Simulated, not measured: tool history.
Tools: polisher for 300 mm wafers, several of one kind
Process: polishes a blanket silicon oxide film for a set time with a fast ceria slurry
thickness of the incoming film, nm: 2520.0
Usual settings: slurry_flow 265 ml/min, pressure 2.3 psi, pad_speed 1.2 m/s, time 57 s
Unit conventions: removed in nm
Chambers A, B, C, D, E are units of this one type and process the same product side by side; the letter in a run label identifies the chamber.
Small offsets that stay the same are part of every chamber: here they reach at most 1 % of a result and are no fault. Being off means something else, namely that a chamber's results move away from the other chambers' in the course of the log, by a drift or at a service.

run   hour  slurry_flow  pressure  pad_speed  time  removed
 1C    9.3          265       2.3        1.2    57   978.05
      11.7  -- chamber D: slurry nozzle cleaned
      13.0  -- chamber C: worn pad replaced by a new one
 2E   15.7          265       2.3        1.2    57   982.96
 3B   21.8          265       2.3        1.2    57   989.38
      30.6  -- chamber D: worn pad replaced by a new one
 4A   33.2          265       2.3        1.2    57   990.83
      33.7  -- chamber B: worn pad replaced by a new one
      40.5  -- chamber E: worn pad replaced by a new one
 5D   43.4          265       2.3        1.2    57  1012.20
 6C   49.2          265       2.3        1.2    57  1008.80
 7A   55.3          265       2.3        1.2    57   986.23
      61.2  -- chamber A: worn pad replaced by a new one
 8E   66.6          265       2.3        1.2    57   983.37
 9B   75.7          265       2.3        1.2    57  1011.50
      79.1  -- chamber C: slurry nozzle cleaned
10D   81.3          265       2.3        1.2    57   986.88
      88.1  -- chamber C: worn pad replaced by a new one
11B   90.7          335       2.3        1.2    57   999.46
12A   97.8          335       2.3        1.2    57  1013.40
13D  104.2          335       2.3        1.2    57  1010.00
     111.5  -- chamber E: worn pad replaced by a new one
14C  112.6          335       2.3        1.2    57  1025.70
15E  124.1          335       2.3        1.2    57  1013.10
     127.5  -- chamber D: worn pad replaced by a new one
16D  133.6          265       2.3        1.2    57  1004.60
     136.9  -- chamber A: worn pad replaced by a new one
17A  142.8          265       2.3        1.2    57   984.98
18C  149.6          265       2.3        1.2    57   990.90
19B  156.6          265       1.6        1.2    57   692.44
     162.6  -- chamber C: worn pad replaced by a new one
     162.7  -- chamber B: worn pad replaced by a new one
20E  165.3          265       1.6        1.2    57   694.03
     171.0  -- chamber E: worn pad replaced by a new one
21A  171.2          265       1.6        1.2    57   687.34
22B  179.2          265       1.6        1.2    57   689.10
23E  189.4          265       1.6        1.2    57   691.23
24C  195.2          265       2.3        1.2    57   964.59
     196.0  -- chamber A: worn pad replaced by a new one
     196.7  -- chamber A: slurry nozzle cleaned
25D  205.4          265       2.3        1.2    57   979.28
26C  217.4          265       2.3        1.2    57   978.36
27D  222.8          265       2.3        1.2    57   999.96
     223.7  -- chamber D: worn pad replaced by a new one
28A  229.9          265       2.3        1.2    57  1001.70
     239.8  -- chamber C: worn pad replaced by a new one
29E  241.4          265       2.3        1.2    57   978.69
     248.7  -- chamber E: worn pad replaced by a new one
30B  249.7          265       2.3        1.2    65  1112.40
     255.8  -- chamber D: slurry nozzle cleaned
31C  259.6          265       2.3        1.2    65  1125.10
32E  266.9          265       2.3        1.2    65  1145.40
     267.9  -- chamber B: worn pad replaced by a new one
     270.1  -- chamber A: worn pad replaced by a new one
33B  274.2          265       2.3        1.2    65  1114.90
     281.6  -- chamber B: slurry nozzle cleaned
34A  281.8          265       2.3        1.2    65  1124.10
     286.0  -- chamber D: head pressure recalibrated
35D  293.7          265       2.3        1.2    57  1007.90
     298.3  -- chamber A: head pressure recalibrated
36C  300.1          265       2.3        1.2    57   992.95
37A  308.0          265       2.3        1.2    57   995.19
38D  314.6          265       2.6        1.2    50   974.35
39B  320.3          265       2.6        1.2    50   993.11
     327.2  -- chamber E: worn pad replaced by a new one
40E  330.1          265       2.6        1.2    50   991.31
41E  335.9          265       2.6        1.2    50   979.96
     337.4  -- chamber D: worn pad replaced by a new one
42D  347.1          265       2.6        1.2    50   957.48

All 5 chambers run these settings next. Forecast each chamber's results:
43A  356.0          265       2.3        1.2    57        ?
43B  356.0          265       2.3        1.2    57        ?
43C  356.0          265       2.3        1.2    57        ?
43D  356.0          265       2.3        1.2    57        ?
43E  356.0          265       2.3        1.2    57        ?

run  removed
43A   970.20
43B   977.72
43C   995.50
43D   993.51
43E  1001.50
